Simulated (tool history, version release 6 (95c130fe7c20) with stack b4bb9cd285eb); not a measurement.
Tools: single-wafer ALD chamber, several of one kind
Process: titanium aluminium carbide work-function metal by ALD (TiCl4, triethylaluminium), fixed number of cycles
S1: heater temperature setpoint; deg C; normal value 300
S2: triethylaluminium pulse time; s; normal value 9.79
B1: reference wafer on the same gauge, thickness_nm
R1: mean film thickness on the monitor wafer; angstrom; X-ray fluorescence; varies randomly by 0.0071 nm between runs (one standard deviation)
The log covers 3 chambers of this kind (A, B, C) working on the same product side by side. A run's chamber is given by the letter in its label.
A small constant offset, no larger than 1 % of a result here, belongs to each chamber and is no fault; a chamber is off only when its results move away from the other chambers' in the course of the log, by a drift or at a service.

-- hour=8.8 chamber B: triethylaluminium bottle replaced
run 1A hour=9.5 | S1=300 S2=9.79 | B1=2.0416 | R1=19.868
run 2B hour=21.6 | S1=300 S2=9.79 | B1=2.0412 | R1=20.044
run 3C hour=34.7 | S1=300 S2=9.79 | B1=2.0394 | R1=19.852
run 4B hour=43.5 | S1=300 S2=9.79 | B1=2.0408 | R1=20.117
run 5A hour=54.8 | S1=307 S2=13.10 | B1=2.0392 | R1=20.905
run 6C hour=67.2 | S1=307 S2=13.10 | B1=2.0410 | R1=20.897
run 7A hour=77.2 | S1=307 S2=13.10 | B1=2.0397 | R1=21.001
run 8B hour=88.7 | S1=300 S2=9.79 | B1=2.0387 | R1=20.157
run 9C hour=101.1 | S1=291 S2=9.79 | B1=2.0404 | R1=19.059
run 10A hour=111.0 | S1=291 S2=9.79 | B1=2.0411 | R1=19.107
run 11B hour=121.5 | S1=291 S2=9.79 | B1=2.0423 | R1=19.376
run 12C hour=129.2 | S1=300 S2=9.79 | B1=2.0394 | R1=19.761
run 13B hour=141.5 | S1=286 S2=9.79 | B1=2.0421 | R1=18.874
run 14C hour=150.0 | S1=286 S2=9.79 | B1=2.0399 | R1=18.597
run 15A hour=163.9 | S1=286 S2=9.79 | B1=2.0401 | R1=18.549
run 16B hour=177.6 | S1=300 S2=9.79 | B1=2.0406 | R1=20.175
run 17A hour=186.5 | S1=300 S2=9.79 | B1=2.0408 | R1=19.756
run 18C hour=197.4 | S1=289 S2=8.56 | B1=2.0407 | R1=18.370
run 19A hour=207.4 | S1=289 S2=8.56 | B1=2.0395 | R1=18.425
run 20C hour=220.3 | S1=289 S2=8.56 | B1=2.0416 | R1=18.430
run 21B hour=229.8 | S1=300 S2=5.97 | B1=2.0395 | R1=18.006
run 22B hour=238.9 | S1=300 S2=5.97 | B1=2.0402 | R1=18.083
run 23A hour=248.6 | S1=300 S2=5.97 | B1=2.0403 | R1=18.013
-- hour=258.6 chamber B: thermocouple changed; heater temperature recalibrated
run 24C hour=258.8 | S1=300 S2=9.79 | B1=2.0404 | R1=19.745
run 25A hour=272.0 | S1=300 S2=9.79 | B1=2.0411 | R1=19.807
-- hour=273.6 chamber A: triethylaluminium bottle replaced
run 26C hour=283.6 | S1=300 S2=9.79 | B1=2.0398 | R1=19.819
run 27B hour=297.7 | S1=300 S2=9.79 | B1=2.0384 | R1=20.102
run 28A hour=304.4 | S1=300 S2=9.79 | B1=2.0403 | R1=19.773
run 29B hour=319.0 | S1=300 S2=9.79 | B1=2.0399 | R1=20.023
run 30C hour=327.6 | S1=300 S2=9.79 | B1=2.0411 | R1=19.830
run 31A hour=339.5 | S1=300 S2=9.79 | B1=2.0377 | R1=19.771
run 32C hour=351.0 | S1=300 S2=9.79 | B1=2.0378 | R1=19.822
run 33B hour=361.8 | S1=300 S2=9.79 | B1=2.0391 | R1=20.237

All chambers now run identical settings, listed one chamber a line with results as question marks. What results will each chamber show?
run 34A hour=372.3 | S1=310 S2=9.79 | R1=?
run 34B hour=372.3 | S1=310 S2=9.79 | R1=?
run 34C hour=372.3 | S1=310 S2=9.79 | R1=?

run=34A R1=20.616
run=34B R1=21.016
run=34C R1=20.610
